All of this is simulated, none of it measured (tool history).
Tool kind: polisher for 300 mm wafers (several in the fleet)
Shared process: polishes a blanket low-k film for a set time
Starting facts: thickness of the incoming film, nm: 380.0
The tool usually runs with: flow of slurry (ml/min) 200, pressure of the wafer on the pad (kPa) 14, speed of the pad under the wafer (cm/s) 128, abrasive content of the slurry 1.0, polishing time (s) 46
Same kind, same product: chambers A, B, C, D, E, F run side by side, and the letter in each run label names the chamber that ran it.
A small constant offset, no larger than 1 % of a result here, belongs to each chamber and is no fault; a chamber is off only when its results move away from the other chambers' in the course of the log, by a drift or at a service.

| run | hour | flow of slurry (ml/min) | pressure of the wafer on the pad (kPa) | speed of the pad under the wafer (cm/s) | abrasive content of the slurry | polishing time (s) | film removed (Å) |
|---|---|---|---|---|---|---|---|
|  | 8.0 | chamber D: conditioning disc replaced and pad reconditioned |
| 1F | 8.2 | 200 | 14 | 128 | 1.0 | 46 | 193.79 |
|  | 14.6 | chamber A: worn pad replaced by a new one |
| 2D | 15.5 | 200 | 14 | 128 | 1.0 | 46 | 195.09 |
|  | 18.3 | chamber C: worn pad replaced by a new one |
| 3E | 20.0 | 200 | 14 | 128 | 1.0 | 46 | 193.28 |
|  | 26.8 | chamber E: worn pad replaced by a new one |
| 4B | 28.5 | 200 | 14 | 128 | 1.0 | 46 | 193.47 |
|  | 32.3 | chamber B: worn pad replaced by a new one |
|  | 33.3 | chamber C: slurry blender recalibrated |
| 5A | 36.9 | 200 | 14 | 128 | 1.0 | 46 | 192.38 |
| 6C | 44.8 | 200 | 14 | 128 | 1.0 | 46 | 190.55 |
|  | 47.1 | chamber F: worn pad replaced by a new one |
| 7A | 49.3 | 200 | 14 | 128 | 1.0 | 46 | 190.46 |
| 8E | 58.0 | 200 | 14 | 128 | 1.0 | 46 | 193.65 |
| 9D | 66.9 | 200 | 14 | 128 | 1.0 | 46 | 193.82 |
|  | 70.4 | chamber C: worn pad replaced by a new one |
| 10C | 72.2 | 200 | 14 | 128 | 1.0 | 46 | 197.01 |
| 11B | 78.2 | 200 | 14 | 128 | 1.0 | 46 | 192.87 |
|  | 83.8 | chamber D: worn pad replaced by a new one |
| 12F | 86.7 | 200 | 14 | 128 | 1.0 | 46 | 195.96 |
|  | 89.6 | chamber E: worn pad replaced by a new one |
|  | 92.7 | chamber B: worn pad replaced by a new one |
| 13A | 94.2 | 200 | 14 | 128 | 1.0 | 46 | 191.50 |
| 14D | 102.8 | 200 | 14 | 128 | 1.0 | 46 | 192.90 |
| 15F | 108.4 | 155 | 14 | 128 | 1.0 | 46 | 186.61 |
|  | 109.0 | chamber F: worn pad replaced by a new one |
|  | 111.1 | chamber A: worn pad replaced by a new one |
| 16B | 112.6 | 155 | 14 | 128 | 1.0 | 46 | 186.37 |
|  | 116.0 | chamber C: worn pad replaced by a new one |
| 17C | 119.3 | 155 | 14 | 128 | 1.0 | 46 | 189.49 |
| 18E | 123.5 | 155 | 14 | 128 | 1.0 | 46 | 185.38 |
|  | 125.7 | chamber B: conditioning disc replaced and pad reconditioned |
|  | 130.3 | chamber D: slurry blender recalibrated |
| 19F | 131.4 | 155 | 14 | 128 | 1.0 | 46 | 186.92 |
|  | 136.3 | chamber B: slurry blender recalibrated |
| 20D | 138.1 | 155 | 14 | 128 | 1.0 | 46 | 185.03 |
|  | 138.3 | chamber B: worn pad replaced by a new one |
|  | 139.2 | chamber E: worn pad replaced by a new one |
|  | 140.0 | chamber D: conditioning disc replaced and pad reconditioned |
| 21A | 146.7 | 200 | 14 | 112 | 1.0 | 46 | 170.12 |
| 22E | 150.6 | 200 | 14 | 112 | 1.0 | 46 | 172.97 |
|  | 157.6 | chamber B: head pressure recalibrated |
| 23C | 158.7 | 200 | 14 | 112 | 1.0 | 46 | 173.63 |
| 24B | 163.5 | 200 | 14 | 112 | 1.0 | 46 | 160.62 |
|  | 164.1 | chamber C: worn pad replaced by a new one |
| 25B | 171.3 | 200 | 14 | 112 | 1.0 | 46 | 160.27 |
| 26F | 175.6 | 200 | 14 | 112 | 1.0 | 46 | 173.62 |
| 27C | 182.2 | 200 | 14 | 128 | 1.0 | 46 | 192.61 |
|  | 183.0 | chamber F: worn pad replaced by a new one |
|  | 183.7 | chamber D: worn pad replaced by a new one |
|  | 190.7 | chamber B: worn pad replaced by a new one |
| 28A | 190.9 | 200 | 14 | 128 | 0.9 | 46 | 185.06 |
|  | 194.8 | chamber E: worn pad replaced by a new one |
|  | 194.8 | chamber C: slurry nozzle cleaned |
|  | 195.8 | chamber F: slurry blender recalibrated |
| 29E | 195.8 | 200 | 14 | 128 | 0.9 | 46 | 184.40 |
| 30D | 202.4 | 200 | 14 | 128 | 0.9 | 46 | 184.20 |
|  | 209.6 | chamber C: worn pad replaced by a new one |
| 31B | 210.2 | 200 | 14 | 128 | 0.9 | 46 | 173.20 |
| 32C | 215.3 | 200 | 14 | 128 | 0.9 | 46 | 181.69 |
|  | 217.6 | chamber A: worn pad replaced by a new one |
| 33F | 223.4 | 200 | 14 | 128 | 0.9 | 46 | 183.31 |
|  | 226.8 | chamber E: slurry blender recalibrated |
| 34D | 227.7 | 200 | 14 | 128 | 1.0 | 46 | 191.56 |
| 35A | 236.8 | 200 | 14 | 128 | 1.0 | 46 | 189.14 |
|  | 243.0 | chamber B: worn pad replaced by a new one |
| 36E | 243.4 | 200 | 14 | 128 | 1.0 | 46 | 192.71 |
|  | 244.9 | chamber F: worn pad replaced by a new one |
|  | 246.1 | chamber E: conditioning disc replaced and pad reconditioned |
| 37E | 248.9 | 255 | 14 | 102 | 1.0 | 46 | 164.35 |
| 38F | 253.2 | 255 | 14 | 102 | 1.0 | 46 | 168.02 |
| 39B | 261.7 | 255 | 14 | 102 | 1.0 | 46 | 153.00 |
| 40D | 266.6 | 255 | 14 | 102 | 1.0 | 46 | 162.62 |

What goes on in this fleet: one chamber off, a drifting gauge, or nothing beyond the chambers' own small offsets? Name the chamber and the cause, if any.

A service left chamber B off against the others.
What lies behind it: head's pressure below its setpoint, % = 7.5.

Chamber B could run next with any of the 4 candidate recipes listed below; each alters the usual settings, and their results appear as question marks. Which one brings its results back in line with what the other chambers deliver on the usual settings?
A result is in line if it is within this distance of the other chambers' mean on the usual settings: film removed (Å) 5.40
| 41B-1 | 273.3 | 200 | 14 | 128 | 1.0 | 47 | ? |
| 41B-2 | 273.3 | 200 | 14 | 128 | 1.0 | 50 | ? |
| 41B-3 | 273.3 | 200 | 14 | 126 | 1.0 | 45 | ? |
| 41B-4 | 273.3 | 120 | 14 | 128 | 1.0 | 46 | ? |

The other chambers' mean on the usual settings: film removed (Å) 192.60
| run | film removed (Å) |
|---|---|
| 41B-1 | 182.11 |
| 41B-2 | 193.73 |
| 41B-3 | 172.20 |
| 41B-4 | 163.89 |
41B-2 brings the chamber back in line.

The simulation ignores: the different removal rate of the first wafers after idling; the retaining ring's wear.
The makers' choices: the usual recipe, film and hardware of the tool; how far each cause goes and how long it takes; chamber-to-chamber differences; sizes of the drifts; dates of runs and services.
